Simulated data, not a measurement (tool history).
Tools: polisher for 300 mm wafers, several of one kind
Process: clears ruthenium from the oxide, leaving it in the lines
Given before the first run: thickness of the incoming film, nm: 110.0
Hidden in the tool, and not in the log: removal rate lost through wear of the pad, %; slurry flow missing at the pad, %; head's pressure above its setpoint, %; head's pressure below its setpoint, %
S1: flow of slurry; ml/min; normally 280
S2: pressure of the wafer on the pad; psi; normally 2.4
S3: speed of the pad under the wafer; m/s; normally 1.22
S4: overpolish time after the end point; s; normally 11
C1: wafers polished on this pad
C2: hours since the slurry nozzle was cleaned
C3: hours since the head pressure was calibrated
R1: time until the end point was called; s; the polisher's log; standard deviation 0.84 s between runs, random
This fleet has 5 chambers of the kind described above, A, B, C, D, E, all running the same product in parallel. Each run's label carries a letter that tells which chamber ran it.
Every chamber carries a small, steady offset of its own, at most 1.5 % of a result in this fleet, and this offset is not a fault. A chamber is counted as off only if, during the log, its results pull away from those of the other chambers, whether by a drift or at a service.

run 1B hour=6.5 | S1=280 S2=2.4 S3=1.22 S4=11 | C1=1066 C2=181.5 C3=1065.7 | R1=72.403
run 2C hour=11.5 | S1=280 S2=2.4 S3=1.22 S4=11 | C1=437 C2=61.6 C3=920.8 | R1=72.188
run 3E hour=14.9 | S1=280 S2=2.4 S3=1.22 S4=11 | C1=376 C2=40.1 C3=220.8 | R1=73.408
-- hour=19.6 chamber D: head pressure recalibrated
run 4A hour=21.4 | S1=280 S2=2.4 S3=1.22 S4=11 | C1=410 C2=268.6 C3=1199.1 | R1=73.010
-- hour=24.1 chamber D: slurry nozzle cleaned
-- hour=25.3 chamber C: head pressure recalibrated
run 5D hour=27.7 | S1=280 S2=2.4 S3=1.22 S4=11 | C1=491 C2=3.7 C3=8.2 | R1=71.969
run 6B hour=31.0 | S1=280 S2=2.4 S3=1.22 S4=11 | C1=1226 C2=206.0 C3=1090.2 | R1=72.436
run 7C hour=36.1 | S1=280 S2=2.4 S3=1.62 S4=11 | C1=596 C2=86.2 C3=10.9 | R1=54.570
run 8E hour=42.3 | S1=280 S2=2.4 S3=1.62 S4=11 | C1=554 C2=67.5 C3=248.2 | R1=55.523
run 9A hour=47.4 | S1=280 S2=2.4 S3=1.62 S4=11 | C1=579 C2=294.6 C3=1225.1 | R1=54.443
run 10D hour=52.4 | S1=280 S2=2.4 S3=1.62 S4=11 | C1=651 C2=28.4 C3=32.9 | R1=53.906
run 11A hour=57.9 | S1=280 S2=2.4 S3=1.62 S4=11 | C1=647 C2=305.1 C3=1235.6 | R1=56.017
-- hour=62.1 chamber B: worn pad replaced by a new one
run 12C hour=63.7 | S1=280 S2=2.4 S3=1.22 S4=11 | C1=776 C2=113.8 C3=38.5 | R1=72.712
run 13E hour=70.1 | S1=195 S2=2.4 S3=1.04 S4=11 | C1=735 C2=95.3 C3=276.0 | R1=87.683
run 14D hour=74.9 | S1=195 S2=2.4 S3=1.04 S4=11 | C1=797 C2=50.9 C3=55.4 | R1=88.824
-- hour=76.5 chamber A: head pressure recalibrated
run 15B hour=79.4 | S1=195 S2=2.4 S3=1.04 S4=11 | C1=112 C2=254.4 C3=1138.6 | R1=89.387
run 16E hour=86.3 | S1=195 S2=2.4 S3=1.04 S4=11 | C1=840 C2=111.5 C3=292.2 | R1=89.193
run 17B hour=92.0 | S1=195 S2=2.4 S3=1.04 S4=11 | C1=194 C2=267.0 C3=1151.2 | R1=90.576
run 18A hour=99.4 | S1=280 S2=2.4 S3=1.22 S4=11 | C1=917 C2=346.6 C3=23.0 | R1=66.293
run 19D hour=103.2 | S1=280 S2=2.4 S3=1.22 S4=11 | C1=981 C2=79.2 C3=83.7 | R1=71.526
run 20C hour=106.5 | S1=280 S2=2.4 S3=1.58 S4=14 | C1=1054 C2=156.6 C3=81.3 | R1=56.260
run 21B hour=110.4 | S1=280 S2=2.4 S3=1.58 S4=14 | C1=313 C2=285.4 C3=1169.6 | R1=56.511
run 22C hour=115.6 | S1=280 S2=2.4 S3=1.58 S4=14 | C1=1113 C2=165.7 C3=90.4 | R1=57.426
-- hour=116.0 chamber E: worn pad replaced by a new one
run 23E hour=122.8 | S1=280 S2=2.4 S3=1.58 S4=14 | C1=44 C2=148.0 C3=328.7 | R1=55.176
run 24D hour=129.0 | S1=280 S2=2.4 S3=1.58 S4=14 | C1=1149 C2=105.0 C3=109.5 | R1=55.343
-- hour=131.9 chamber D: worn pad replaced by a new one
run 25A hour=135.3 | S1=280 S2=2.4 S3=1.40 S4=11 | C1=1150 C2=382.5 C3=58.9 | R1=59.660
-- hour=138.4 chamber C: worn pad replaced by a new one
run 26A hour=141.9 | S1=280 S2=2.4 S3=1.40 S4=11 | C1=1193 C2=389.1 C3=65.5 | R1=58.895
run 27E hour=147.0 | S1=280 S2=2.4 S3=1.40 S4=11 | C1=201 C2=172.2 C3=352.9 | R1=64.078
run 28D hour=151.6 | S1=280 S2=2.4 S3=1.40 S4=11 | C1=128 C2=127.6 C3=132.1 | R1=63.994
run 29C hour=155.1 | S1=280 S2=2.4 S3=1.40 S4=11 | C1=109 C2=205.2 C3=129.9 | R1=63.647
run 30B hour=160.4 | S1=280 S2=2.4 S3=1.22 S4=11 | C1=638 C2=335.4 C3=1219.6 | R1=74.344
run 31B hour=164.8 | S1=280 S2=2.4 S3=1.22 S4=11 | C1=667 C2=339.8 C3=1224.0 | R1=73.559
run 32E hour=169.9 | S1=280 S2=2.4 S3=1.22 S4=11 | C1=350 C2=195.1 C3=375.8 | R1=71.396
-- hour=170.9 chamber A: worn pad replaced by a new one
run 33D hour=174.2 | S1=280 S2=2.4 S3=1.22 S4=11 | C1=275 C2=150.2 C3=154.7 | R1=73.128
run 34A hour=181.0 | S1=280 S2=2.4 S3=1.22 S4=11 | C1=65 C2=428.2 C3=104.6 | R1=67.275
run 35C hour=187.6 | S1=280 S2=2.4 S3=1.22 S4=11 | C1=320 C2=237.7 C3=162.4 | R1=72.214
run 36A hour=191.9 | S1=280 S2=2.4 S3=1.22 S4=11 | C1=136 C2=439.1 C3=115.5 | R1=69.175
-- hour=193.8 chamber C: slurry nozzle cleaned
run 37E hour=199.3 | S1=280 S2=2.4 S3=1.22 S4=11 | C1=541 C2=224.5 C3=405.2 | R1=71.831
run 38D hour=205.0 | S1=280 S2=2.4 S3=1.22 S4=11 | C1=475 C2=181.0 C3=185.5 | R1=71.803
run 39C hour=212.2 | S1=330 S2=2.4 S3=1.22 S4=11 | C1=480 C2=18.4 C3=187.0 | R1=71.852
run 40B hour=218.0 | S1=330 S2=2.4 S3=1.22 S4=11 | C1=1013 C2=393.0 C3=1277.2 | R1=72.111
run 41A hour=221.4 | S1=330 S2=2.4 S3=1.22 S4=11 | C1=328 C2=468.6 C3=145.0 | R1=65.142
run 42D hour=228.8 | S1=330 S2=2.4 S3=1.22 S4=11 | C1=629 C2=204.8 C3=209.3 | R1=70.514
run 43E hour=234.5 | S1=330 S2=2.4 S3=1.22 S4=11 | C1=770 C2=259.7 C3=440.4 | R1=70.193

Decide between three cases: one chamber stands off from its peers, the gauge reading all wafers drifts, or nothing is wrong past each chamber's small offset. Where a chamber is off, say which and what most likely put it there.

A service left chamber A off against the others.
Likeliest cause: head's pressure above its setpoint, % = 7.5.

Chamber A could run next with any of the 4 candidate recipes listed below; each alters the usual settings, and their results appear as question marks. Which one brings its results back in line with what the other chambers deliver on the usual settings?
A result is in line if it is within this distance of the other chambers' mean on the usual settings: R1 3.000 s
run 44A-1 hour=239.8 | S1=280 S2=2.5 S3=1.26 S4=11 | R1=?
run 44A-2 hour=239.8 | S1=280 S2=2.3 S3=1.18 S4=11 | R1=?
run 44A-3 hour=239.8 | S1=280 S2=2.1 S3=1.22 S4=11 | R1=?
run 44A-4 hour=239.8 | S1=280 S2=2.6 S3=1.30 S4=11 | R1=?

On the usual settings, the other chambers give on average: R1 72.573 s
run=44A-1 R1=63.032
run=44A-2 R1=73.129
run=44A-3 R1=77.562
run=44A-4 R1=58.754
The answer is 44A-2, which returns the chamber to within the allowed miss of the others.
